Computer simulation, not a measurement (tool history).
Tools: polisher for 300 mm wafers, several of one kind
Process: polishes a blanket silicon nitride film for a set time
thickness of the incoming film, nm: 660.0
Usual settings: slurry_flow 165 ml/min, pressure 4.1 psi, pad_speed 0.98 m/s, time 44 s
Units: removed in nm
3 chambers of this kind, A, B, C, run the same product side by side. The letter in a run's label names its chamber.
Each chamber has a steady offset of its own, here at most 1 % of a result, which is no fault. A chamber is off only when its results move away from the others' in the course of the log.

| run | hour | slurry_flow | pressure | pad_speed | time | wafers polished on this pad | hours since the slurry nozzle was cleaned | hours since the head pressure was calibrated | removed |
|---|---|---|---|---|---|---|---|---|---|
| 1C | 14.1 | 165 | 4.1 | 0.98 | 44 | 482 | 125 | 115.4 | 87.921 |
| 2A | 26.5 | 165 | 4.1 | 0.98 | 44 | 896 | 97.8 | 764.7 | 88.418 |
|  | 40 | chamber C: worn pad replaced by a new one |
| 3B | 41 | 165 | 4.1 | 0.98 | 44 | 1010 | 287.2 | 293.4 | 87.876 |
|  | 45.9 | chamber B: slurry nozzle cleaned |
|  | 49.5 | chamber B: worn pad replaced by a new one |
| 4A | 52.6 | 165 | 4.1 | 0.98 | 44 | 1301 | 123.9 | 790.8 | 87.917 |
| 5C | 60.4 | 165 | 4.1 | 0.98 | 44 | 316 | 171.3 | 161.7 | 88.887 |
| 6B | 72.9 | 165 | 4.1 | 0.98 | 44 | 363 | 27.1 | 325.3 | 88.917 |
| 7B | 82.5 | 165 | 4.1 | 0.98 | 44 | 512 | 36.7 | 334.9 | 88.664 |
| 8C | 97.9 | 165 | 4.1 | 0.98 | 44 | 899 | 208.8 | 199.2 | 88.235 |
| 9A | 105.7 | 165 | 4.1 | 0.98 | 44 | 2126 | 177 | 843.9 | 86.343 |
|  | 107 | chamber C: worn pad replaced by a new one |
|  | 112.9 | chamber B: worn pad replaced by a new one |
| 10C | 117.4 | 125 | 4.1 | 0.98 | 44 | 162 | 228.3 | 218.7 | 83.592 |
| 11A | 127.6 | 125 | 4.1 | 0.98 | 44 | 2466 | 198.9 | 865.8 | 82.143 |
| 12B | 136.3 | 125 | 4.1 | 0.98 | 44 | 363 | 90.5 | 388.7 | 83.87 |
| 13A | 148.9 | 165 | 4.1 | 0.98 | 44 | 2796 | 220.2 | 887.1 | 85.574 |
|  | 159.5 | chamber C: worn pad replaced by a new one |
| 14B | 162.2 | 165 | 4.1 | 0.98 | 44 | 766 | 116.4 | 414.6 | 89.287 |
|  | 169.6 | chamber C: head pressure recalibrated |
| 15C | 170.8 | 165 | 4.1 | 0.98 | 44 | 175 | 281.7 | 1.3 | 87.451 |
|  | 176.7 | chamber B: worn pad replaced by a new one |
| 16C | 183.6 | 165 | 4.1 | 0.98 | 44 | 374 | 294.5 | 14.1 | 88.078 |
| 17B | 193 | 165 | 4.1 | 0.98 | 44 | 254 | 147.2 | 445.4 | 88.655 |
| 18A | 208.9 | 165 | 4.1 | 0.98 | 44 | 3728 | 280.2 | 947.1 | 84.619 |
|  | 213.7 | chamber C: worn pad replaced by a new one |
|  | 216.1 | chamber A: head pressure recalibrated |
| 19C | 223.3 | 165 | 4.1 | 0.98 | 44 | 150 | 334.2 | 53.8 | 88.706 |
| 20A | 233.1 | 165 | 4.1 | 0.98 | 44 | 4104 | 304.4 | 17.1 | 83.323 |
| 21B | 245.4 | 165 | 4.1 | 0.98 | 44 | 1067 | 199.6 | 497.8 | 89.116 |
|  | 247 | chamber B: worn pad replaced by a new one |
| 22A | 260.3 | 165 | 4.1 | 0.98 | 44 | 4526 | 331.6 | 44.3 | 83.444 |
|  | 270.5 | chamber C: worn pad replaced by a new one |
| 23C | 275.6 | 165 | 2.9 | 0.98 | 39 | 80 | 386.5 | 106.1 | 55.54 |
| 24B | 287.6 | 165 | 2.9 | 0.98 | 39 | 631 | 241.8 | 540 | 55.842 |
| 25C | 302.3 | 165 | 2.9 | 0.98 | 39 | 494 | 413.2 | 132.8 | 54.634 |

Next, every chamber runs the same settings. What will each give?
| 26A | 314 | 190 | 4.1 | 0.98 | 44 |  |  |  | ? |
| 26B | 314 | 190 | 4.1 | 0.98 | 44 |  |  |  | ? |
| 26C | 314 | 190 | 4.1 | 0.98 | 44 |  |  |  | ? |

| run | removed |
|---|---|
| 26A | 82.092 |
| 26B | 90.924 |
| 26C | 90.081 |
